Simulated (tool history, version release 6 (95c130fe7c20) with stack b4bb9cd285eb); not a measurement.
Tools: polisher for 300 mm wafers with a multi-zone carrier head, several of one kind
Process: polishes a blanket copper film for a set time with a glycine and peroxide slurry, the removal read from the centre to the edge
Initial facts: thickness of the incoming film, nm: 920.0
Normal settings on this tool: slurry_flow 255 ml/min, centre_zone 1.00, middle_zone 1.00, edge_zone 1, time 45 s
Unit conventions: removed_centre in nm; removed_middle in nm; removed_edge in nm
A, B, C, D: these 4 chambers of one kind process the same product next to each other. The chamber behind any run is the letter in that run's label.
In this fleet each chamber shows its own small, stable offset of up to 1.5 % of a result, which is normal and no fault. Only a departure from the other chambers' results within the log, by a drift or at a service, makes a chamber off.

| run | hour | slurry_flow | centre_zone | middle_zone | edge_zone | time | removed_centre | removed_middle | removed_edge |
|---|---|---|---|---|---|---|---|---|---|
| 1A | 5.6 | 255 | 1.00 | 1.00 | 1 | 45 | 279.25 | 278.78 | 282.03 |
| 2B | 12.4 | 255 | 1.00 | 1.00 | 1 | 45 | 276.52 | 284.22 | 268.81 |
|  | 19.1 | chamber C: worn pad replaced by a new one |
| 3D | 21.7 | 255 | 1.00 | 1.00 | 1 | 45 | 281.16 | 277.47 | 272.12 |
|  | 22.9 | chamber D: edge zone pressure recalibrated |
| 4C | 28.1 | 255 | 1.00 | 1.00 | 1 | 45 | 278.82 | 277.66 | 275.07 |
| 5C | 38.3 | 255 | 1.00 | 1.00 | 1 | 45 | 282.42 | 284.47 | 277.77 |
|  | 39.0 | chamber B: worn pad replaced by a new one |
| 6B | 48.9 | 255 | 1.00 | 1.00 | 1 | 45 | 283.59 | 281.69 | 277.83 |
|  | 50.6 | chamber D: worn pad replaced by a new one |
| 7A | 56.2 | 255 | 1.00 | 1.00 | 1 | 45 | 280.65 | 273.32 | 285.44 |
| 8D | 62.8 | 255 | 1.00 | 1.00 | 1 | 45 | 281.60 | 278.13 | 274.49 |
|  | 64.0 | chamber A: worn pad replaced by a new one |
| 9C | 73.4 | 255 | 1.00 | 1.00 | 1 | 45 | 276.19 | 285.11 | 278.73 |
|  | 73.5 | chamber B: edge zone pressure recalibrated |
|  | 81.2 | chamber C: worn pad replaced by a new one |
| 10D | 82.3 | 255 | 1.00 | 1.00 | 1 | 45 | 276.71 | 281.52 | 279.25 |
| 11B | 92.7 | 255 | 1.00 | 1.00 | 1 | 45 | 280.11 | 280.93 | 274.89 |
|  | 98.9 | chamber B: worn pad replaced by a new one |
| 12A | 101.6 | 255 | 1.00 | 0.91 | 1 | 45 | 285.50 | 260.75 | 287.83 |
| 13C | 111.0 | 255 | 1.00 | 0.91 | 1 | 45 | 277.36 | 260.85 | 281.67 |
| 14B | 119.3 | 255 | 1.00 | 0.91 | 1 | 45 | 280.61 | 261.83 | 283.54 |
| 15D | 125.0 | 255 | 1.00 | 0.91 | 1 | 45 | 272.82 | 257.18 | 275.15 |
| 16A | 133.4 | 325 | 1.00 | 0.92 | 1 | 45 | 291.92 | 269.02 | 284.14 |
|  | 139.0 | chamber A: worn pad replaced by a new one |
|  | 139.1 | chamber C: slurry nozzle cleaned |
| 17B | 139.5 | 325 | 1.00 | 0.92 | 1 | 45 | 284.99 | 271.91 | 287.40 |
| 18D | 144.6 | 325 | 1.00 | 0.92 | 1 | 45 | 270.66 | 262.22 | 274.75 |
|  | 148.8 | chamber C: worn pad replaced by a new one |
| 19A | 150.7 | 325 | 1.00 | 0.92 | 1 | 45 | 299.56 | 262.22 | 292.58 |
|  | 153.0 | chamber D: worn pad replaced by a new one |
|  | 153.5 | chamber B: worn pad replaced by a new one |
| 20C | 158.8 | 255 | 0.96 | 1.00 | 1 | 58 | 342.06 | 364.16 | 359.51 |
| 21D | 165.3 | 255 | 0.96 | 1.00 | 1 | 58 | 318.46 | 360.38 | 359.36 |
| 22C | 173.0 | 255 | 0.96 | 1.00 | 1 | 58 | 346.84 | 360.37 | 363.13 |
| 23A | 180.2 | 255 | 0.96 | 1.00 | 1 | 58 | 348.34 | 359.88 | 361.65 |
| 24B | 190.2 | 255 | 1.00 | 1.00 | 1 | 45 | 278.67 | 282.11 | 281.26 |
| 25B | 195.7 | 255 | 1.00 | 1.00 | 1 | 45 | 277.69 | 278.28 | 278.27 |
|  | 203.6 | chamber B: slurry nozzle cleaned |
| 26D | 205.5 | 255 | 1.00 | 1.00 | 1 | 45 | 255.68 | 277.80 | 273.22 |
| 27C | 212.0 | 255 | 1.00 | 1.00 | 1 | 45 | 278.44 | 278.37 | 282.31 |
|  | 214.5 | chamber A: worn pad replaced by a new one |
|  | 214.9 | chamber B: worn pad replaced by a new one |
|  | 217.6 | chamber C: worn pad replaced by a new one |
| 28A | 220.5 | 290 | 1.00 | 0.89 | 1 | 45 | 287.75 | 247.97 | 283.65 |
|  | 222.2 | chamber A: slurry nozzle cleaned |
| 29C | 231.3 | 290 | 1.00 | 0.89 | 1 | 45 | 283.33 | 255.14 | 285.53 |
| 30B | 239.1 | 290 | 1.00 | 0.89 | 1 | 45 | 283.06 | 251.62 | 279.85 |
|  | 242.5 | chamber C: edge zone pressure recalibrated |
| 31A | 245.6 | 290 | 1.00 | 0.89 | 1 | 45 | 287.24 | 247.40 | 293.33 |
|  | 248.2 | chamber D: worn pad replaced by a new one |
| 32D | 253.3 | 255 | 1.00 | 1.00 | 1 | 45 | 253.95 | 276.77 | 276.14 |
| 33C | 262.4 | 255 | 1.00 | 1.00 | 1 | 45 | 280.85 | 274.98 | 278.87 |
| 34B | 270.3 | 255 | 1.00 | 1.00 | 1 | 45 | 280.94 | 277.23 | 275.32 |
| 35A | 275.8 | 255 | 1.00 | 1.00 | 1 | 45 | 282.34 | 284.94 | 292.93 |
|  | 280.7 | chamber C: worn pad replaced by a new one |
| 36D | 285.0 | 255 | 1.00 | 1.00 | 1 | 45 | 244.82 | 280.01 | 273.80 |
| 37A | 293.7 | 310 | 1.00 | 1.00 | 1 | 45 | 293.32 | 286.72 | 290.28 |
| 38D | 302.3 | 310 | 1.00 | 1.00 | 1 | 45 | 248.79 | 284.49 | 271.10 |
| 39C | 311.6 | 310 | 1.00 | 1.00 | 1 | 45 | 282.73 | 281.05 | 282.85 |

Next, all 4 chambers run the settings below, one line each with question marks for the results. What does each chamber give?
| 40A | 319.4 | 255 | 1.00 | 1.00 | 1 | 45 | ? | ? | ? |
| 40B | 319.4 | 255 | 1.00 | 1.00 | 1 | 45 | ? | ? | ? |
| 40C | 319.4 | 255 | 1.00 | 1.00 | 1 | 45 | ? | ? | ? |
| 40D | 319.4 | 255 | 1.00 | 1.00 | 1 | 45 | ? | ? | ? |

| run | removed_centre | removed_middle | removed_edge |
|---|---|---|---|
| 40A | 282.96 | 278.65 | 285.81 |
| 40B | 278.71 | 281.65 | 282.22 |
| 40C | 279.03 | 281.27 | 281.74 |
| 40D | 244.41 | 280.02 | 277.62 |

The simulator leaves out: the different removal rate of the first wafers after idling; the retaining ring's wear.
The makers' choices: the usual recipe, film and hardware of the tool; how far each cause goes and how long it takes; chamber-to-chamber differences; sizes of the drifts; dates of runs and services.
